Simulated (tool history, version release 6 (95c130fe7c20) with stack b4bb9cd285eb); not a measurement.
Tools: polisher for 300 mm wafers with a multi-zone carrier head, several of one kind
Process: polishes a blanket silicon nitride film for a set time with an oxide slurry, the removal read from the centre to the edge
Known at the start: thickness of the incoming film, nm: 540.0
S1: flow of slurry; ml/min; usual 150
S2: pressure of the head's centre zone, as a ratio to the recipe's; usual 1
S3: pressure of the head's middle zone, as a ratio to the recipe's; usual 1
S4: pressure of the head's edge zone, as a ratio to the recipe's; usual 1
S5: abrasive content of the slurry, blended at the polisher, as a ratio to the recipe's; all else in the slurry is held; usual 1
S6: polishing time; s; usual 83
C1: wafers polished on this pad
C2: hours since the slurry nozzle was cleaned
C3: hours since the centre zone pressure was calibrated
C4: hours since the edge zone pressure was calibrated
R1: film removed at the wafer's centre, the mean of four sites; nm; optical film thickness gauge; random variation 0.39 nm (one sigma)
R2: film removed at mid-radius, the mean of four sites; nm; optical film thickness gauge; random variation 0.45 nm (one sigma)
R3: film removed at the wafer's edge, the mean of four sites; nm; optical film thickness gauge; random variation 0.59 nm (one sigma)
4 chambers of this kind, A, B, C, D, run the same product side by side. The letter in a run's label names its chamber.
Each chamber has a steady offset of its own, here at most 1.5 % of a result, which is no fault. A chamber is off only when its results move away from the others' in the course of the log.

{"day": 0.117, "done": "chamber C: worn pad replaced by a new one"}
{"run": "1C", "day": 0.354, "S1": 150, "S2": 1, "S3": 1, "S4": 1, "S5": 1, "S6": 83, "C1": 54, "C2": 207.8, "C3": 40.8, "C4": 177.2, "R1": 46.544, "R2": 46.097, "R3": 47.664}
{"run": "2D", "day": 0.658, "S1": 150, "S2": 1, "S3": 1, "S4": 1, "S5": 1, "S6": 83, "C1": 166, "C2": 289.4, "C3": 1100.6, "C4": 25.1, "R1": 46.707, "R2": 47.047, "R3": 47.721}
{"run": "3A", "day": 1.029, "S1": 150, "S2": 1, "S3": 1, "S4": 1, "S5": 1, "S6": 83, "C1": 645, "C2": 394.7, "C3": 467.5, "C4": 688.2, "R1": 47.106, "R2": 46.65, "R3": 46.356}
{"run": "4B", "day": 1.271, "S1": 150, "S2": 1, "S3": 1, "S4": 1, "S5": 1, "S6": 83, "C1": 898, "C2": 771.2, "C3": 211.1, "C4": 96.1, "R1": 46.502, "R2": 46.559, "R3": 45.851}
{"run": "5D", "day": 1.554, "S1": 150, "S2": 1, "S3": 1, "S4": 1, "S5": 1, "S6": 83, "C1": 369, "C2": 310.9, "C3": 1122.1, "C4": 46.6, "R1": 46.477, "R2": 46.525, "R3": 46.864}
{"day": 1.575, "done": "chamber B: worn pad replaced by a new one"}
{"day": 1.721, "done": "chamber A: worn pad replaced by a new one"}
{"run": "6B", "day": 1.854, "S1": 150, "S2": 1, "S3": 1, "S4": 1, "S5": 1, "S6": 83, "C1": 64, "C2": 785.2, "C3": 225.1, "C4": 110.1, "R1": 47.217, "R2": 46.833, "R3": 46.959}
{"day": 1.888, "done": "chamber C: slurry nozzle cleaned"}
{"run": "7C", "day": 2.246, "S1": 150, "S2": 1, "S3": 1, "S4": 1, "S5": 1, "S6": 83, "C1": 483, "C2": 8.6, "C3": 86.2, "C4": 222.6, "R1": 46.926, "R2": 46.697, "R3": 46.692}
{"run": "8A", "day": 2.462, "S1": 150, "S2": 1, "S3": 1, "S4": 1, "S5": 1, "S6": 83, "C1": 168, "C2": 429.1, "C3": 501.9, "C4": 722.6, "R1": 46.868, "R2": 47.055, "R3": 47.203}
{"day": 2.538, "done": "chamber D: worn pad replaced by a new one"}
{"run": "9B", "day": 2.679, "S1": 150, "S2": 1, "S3": 1, "S4": 1, "S5": 1, "S6": 83, "C1": 251, "C2": 805, "C3": 244.9, "C4": 129.9, "R1": 46.382, "R2": 46.377, "R3": 46.708}
{"day": 2.921, "done": "chamber C: worn pad replaced by a new one"}
{"run": "10C", "day": 3.108, "S1": 150, "S2": 1, "S3": 1, "S4": 1, "S5": 1, "S6": 83, "C1": 43, "C2": 29.3, "C3": 106.9, "C4": 243.3, "R1": 46.553, "R2": 46.47, "R3": 46.548}
{"day": 3.342, "done": "chamber B: slurry nozzle cleaned"}
{"run": "11A", "day": 3.479, "S1": 150, "S2": 1, "S3": 1, "S4": 1, "S5": 1, "S6": 83, "C1": 398, "C2": 453.5, "C3": 526.3, "C4": 747, "R1": 47.472, "R2": 46.836, "R3": 47.63}
{"run": "12D", "day": 3.879, "S1": 150, "S2": 1, "S3": 1, "S4": 1, "S5": 1, "S6": 83, "C1": 304, "C2": 366.7, "C3": 1177.9, "C4": 102.4, "R1": 46.421, "R2": 45.754, "R3": 45.55}
{"run": "13D", "day": 4.283, "S1": 150, "S2": 1, "S3": 1, "S4": 1, "S5": 1, "S6": 83, "C1": 395, "C2": 376.4, "C3": 1187.6, "C4": 112.1, "R1": 46.565, "R2": 46.463, "R3": 46.704}
{"day": 4.429, "done": "chamber D: centre zone pressure recalibrated"}
{"run": "14A", "day": 4.471, "S1": 150, "S2": 1, "S3": 1, "S4": 1, "S5": 1, "S6": 83, "C1": 623, "C2": 477.3, "C3": 550.1, "C4": 770.8, "R1": 46.825, "R2": 47.746, "R3": 46.474}
{"run": "15C", "day": 4.758, "S1": 150, "S2": 1, "S3": 1, "S4": 1, "S5": 1, "S6": 83, "C1": 417, "C2": 68.9, "C3": 146.5, "C4": 282.9, "R1": 47.066, "R2": 45.855, "R3": 46.181}
{"day": 4.971, "done": "chamber A: worn pad replaced by a new one"}
{"day": 5.071, "done": "chamber D: worn pad replaced by a new one"}
{"run": "16B", "day": 5.117, "S1": 150, "S2": 1, "S3": 1, "S4": 1, "S5": 1, "S6": 83, "C1": 803, "C2": 42.7, "C3": 303.4, "C4": 188.4, "R1": 46.467, "R2": 46.407, "R3": 47.112}
{"day": 5.188, "done": "chamber A: slurry nozzle cleaned"}
{"run": "17C", "day": 5.442, "S1": 150, "S2": 1, "S3": 1, "S4": 1, "S5": 1, "S6": 83, "C1": 572, "C2": 85.3, "C3": 162.9, "C4": 299.3, "R1": 46.898, "R2": 45.646, "R3": 46.702}
{"day": 5.717, "done": "chamber C: worn pad replaced by a new one"}
{"run": "18A", "day": 5.746, "S1": 150, "S2": 1, "S3": 1, "S4": 1, "S5": 1, "S6": 83, "C1": 175, "C2": 13.5, "C3": 580.7, "C4": 801.4, "R1": 47.242, "R2": 47.4, "R3": 47.031}
{"day": 5.846, "done": "chamber B: worn pad replaced by a new one"}
{"run": "19B", "day": 6.142, "S1": 110, "S2": 1, "S3": 1, "S4": 1, "S5": 1, "S6": 99, "C1": 67, "C2": 67.3, "C3": 328, "C4": 213, "R1": 51.569, "R2": 52.195, "R3": 53.005}
{"run": "20D", "day": 6.388, "S1": 110, "S2": 1, "S3": 1, "S4": 1, "S5": 1, "S6": 99, "C1": 298, "C2": 426.9, "C3": 47.1, "C4": 162.6, "R1": 47.868, "R2": 52.625, "R3": 52.526}
{"run": "21B", "day": 6.733, "S1": 110, "S2": 1, "S3": 1, "S4": 1, "S5": 1, "S6": 99, "C1": 201, "C2": 81.5, "C3": 342.2, "C4": 227.2, "R1": 51.406, "R2": 51.92, "R3": 53.156}
{"run": "22D", "day": 6.917, "S1": 110, "S2": 1, "S3": 1, "S4": 1, "S5": 1, "S6": 99, "C1": 418, "C2": 439.6, "C3": 59.8, "C4": 175.3, "R1": 46.686, "R2": 52.448, "R3": 52.958}
{"run": "23C", "day": 7.271, "S1": 150, "S2": 1, "S3": 1, "S4": 1, "S5": 1, "S6": 83, "C1": 352, "C2": 129.2, "C3": 206.8, "C4": 343.2, "R1": 46.615, "R2": 46.033, "R3": 47.577}
{"day": 7.608, "done": "chamber D: worn pad replaced by a new one"}
{"run": "24A", "day": 7.646, "S1": 150, "S2": 1, "S3": 1, "S4": 1, "S5": 1, "S6": 83, "C1": 606, "C2": 59.1, "C3": 626.3, "C4": 847, "R1": 47.011, "R2": 47.101, "R3": 47.585}
{"run": "25B", "day": 7.908, "S1": 150, "S2": 1, "S3": 1, "S4": 1, "S5": 1, "S6": 83, "C1": 467, "C2": 109.7, "C3": 370.4, "C4": 255.4, "R1": 46.792, "R2": 46.643, "R3": 46}
{"day": 8.067, "done": "chamber C: worn pad replaced by a new one"}
{"day": 8.175, "done": "chamber D: slurry nozzle cleaned"}
{"run": "26C", "day": 8.283, "S1": 150, "S2": 1, "S3": 1, "S4": 1, "S5": 1, "S6": 83, "C1": 49, "C2": 153.5, "C3": 231.1, "C4": 367.5, "R1": 47.277, "R2": 46.215, "R3": 47.123}
{"run": "27D", "day": 8.479, "S1": 150, "S2": 1, "S3": 1, "S4": 1, "S5": 1, "S6": 83, "C1": 198, "C2": 7.3, "C3": 97.3, "C4": 212.8, "R1": 43.047, "R2": 47.374, "R3": 47.192}
{"day": 8.521, "done": "chamber A: worn pad replaced by a new one"}
{"run": "28A", "day": 8.871, "S1": 150, "S2": 1, "S3": 1, "S4": 1, "S5": 1, "S6": 83, "C1": 79, "C2": 88.5, "C3": 655.7, "C4": 876.4, "R1": 47.412, "R2": 46.448, "R3": 47.057}
{"run": "29C", "day": 9.2, "S1": 150, "S2": 1, "S3": 1, "S4": 1, "S5": 1, "S6": 83, "C1": 257, "C2": 175.5, "C3": 253.1, "C4": 389.5, "R1": 47.137, "R2": 46.309, "R3": 46.208}
{"run": "30A", "day": 9.562, "S1": 150, "S2": 1, "S3": 1, "S4": 1, "S5": 1, "S6": 83, "C1": 236, "C2": 105.1, "C3": 672.3, "C4": 893, "R1": 47.688, "R2": 47.132, "R3": 46.258}
{"day": 9.742, "done": "chamber B: worn pad replaced by a new one"}
{"run": "31B", "day": 9.967, "S1": 150, "S2": 1, "S3": 1, "S4": 1, "S5": 1, "S6": 83, "C1": 51, "C2": 159.1, "C3": 419.8, "C4": 304.8, "R1": 46.96, "R2": 46.191, "R3": 47.144}
{"day": 10.283, "done": "chamber D: worn pad replaced by a new one"}
{"day": 10.304, "done": "chamber C: worn pad replaced by a new one"}
{"run": "32D", "day": 10.329, "S1": 150, "S2": 1, "S3": 1, "S4": 1, "S5": 1, "S6": 83, "C1": 11, "C2": 51.7, "C3": 141.7, "C4": 257.2, "R1": 43.108, "R2": 47.383, "R3": 46.286}
{"run": "33A", "day": 10.692, "S1": 150, "S2": 1, "S3": 1, "S4": 1, "S5": 1, "S6": 83, "C1": 492, "C2": 132.2, "C3": 699.4, "C4": 920.1, "R1": 46.937, "R2": 46.688, "R3": 46.108}
{"run": "34C", "day": 11.008, "S1": 150, "S2": 1, "S3": 1, "S4": 1, "S5": 1, "S6": 83, "C1": 159, "C2": 218.9, "C3": 296.5, "C4": 432.9, "R1": 46.079, "R2": 45.226, "R3": 46.9}
{"run": "35B", "day": 11.292, "S1": 150, "S2": 1, "S3": 1, "S4": 1, "S5": 1, "S6": 83, "C1": 352, "C2": 190.9, "C3": 451.6, "C4": 336.6, "R1": 46.405, "R2": 46.339, "R3": 46.911}
{"run": "36D", "day": 11.629, "S1": 150, "S2": 1, "S3": 1, "S4": 1, "S5": 1, "S6": 83, "C1": 305, "C2": 82.9, "C3": 172.9, "C4": 288.4, "R1": 43.667, "R2": 47.063, "R3": 46.809}
{"day": 11.771, "done": "chamber A: worn pad replaced by a new one"}
{"run": "37D", "day": 11.854, "S1": 150, "S2": 1, "S3": 1, "S4": 1, "S5": 1, "S6": 83, "C1": 356, "C2": 88.3, "C3": 178.3, "C4": 293.8, "R1": 42.84, "R2": 46.584, "R3": 46.03}
{"run": "38B", "day": 12.092, "S1": 150, "S2": 1, "S3": 1.11, "S4": 1.06, "S5": 1, "S6": 83, "C1": 533, "C2": 210.1, "C3": 470.8, "C4": 355.8, "R1": 47.206, "R2": 51.21, "R3": 47.486}
{"run": "39C", "day": 12.496, "S1": 150, "S2": 1, "S3": 1.11, "S4": 1.06, "S5": 1, "S6": 83, "C1": 497, "C2": 254.6, "C3": 332.2, "C4": 468.6, "R1": 47.608, "R2": 50.562, "R3": 48.841}
{"run": "40A", "day": 12.775, "S1": 150, "S2": 1, "S3": 1.11, "S4": 1.06, "S5": 1, "S6": 83, "C1": 228, "C2": 182.2, "C3": 749.4, "C4": 970.1, "R1": 46.989, "R2": 52.977, "R3": 48.931}
{"run": "41B", "day": 12.962, "S1": 150, "S2": 1, "S3": 1.11, "S4": 1.06, "S5": 1, "S6": 83, "C1": 731, "C2": 231, "C3": 491.7, "C4": 376.7, "R1": 47.662, "R2": 51.889, "R3": 48.765}

Next, every chamber runs the same settings. What will each give?
{"run": "42A", "day": 13.275, "S1": 150, "S2": 1, "S3": 1, "S4": 1, "S5": 1, "S6": 83, "R1": "?", "R2": "?", "R3": "?"}
{"run": "42B", "day": 13.275, "S1": 150, "S2": 1, "S3": 1, "S4": 1, "S5": 1, "S6": 83, "R1": "?", "R2": "?", "R3": "?"}
{"run": "42C", "day": 13.275, "S1": 150, "S2": 1, "S3": 1, "S4": 1, "S5": 1, "S6": 83, "R1": "?", "R2": "?", "R3": "?"}
{"run": "42D", "day": 13.275, "S1": 150, "S2": 1, "S3": 1, "S4": 1, "S5": 1, "S6": 83, "R1": "?", "R2": "?", "R3": "?"}

run=42A R1=46.358 R2=47.176 R3=45.734
run=42B R1=47.144 R2=46.506 R3=46.261
run=42C R1=46.705 R2=47.045 R3=47.437
run=42D R1=42.753 R2=46.502 R3=45.893
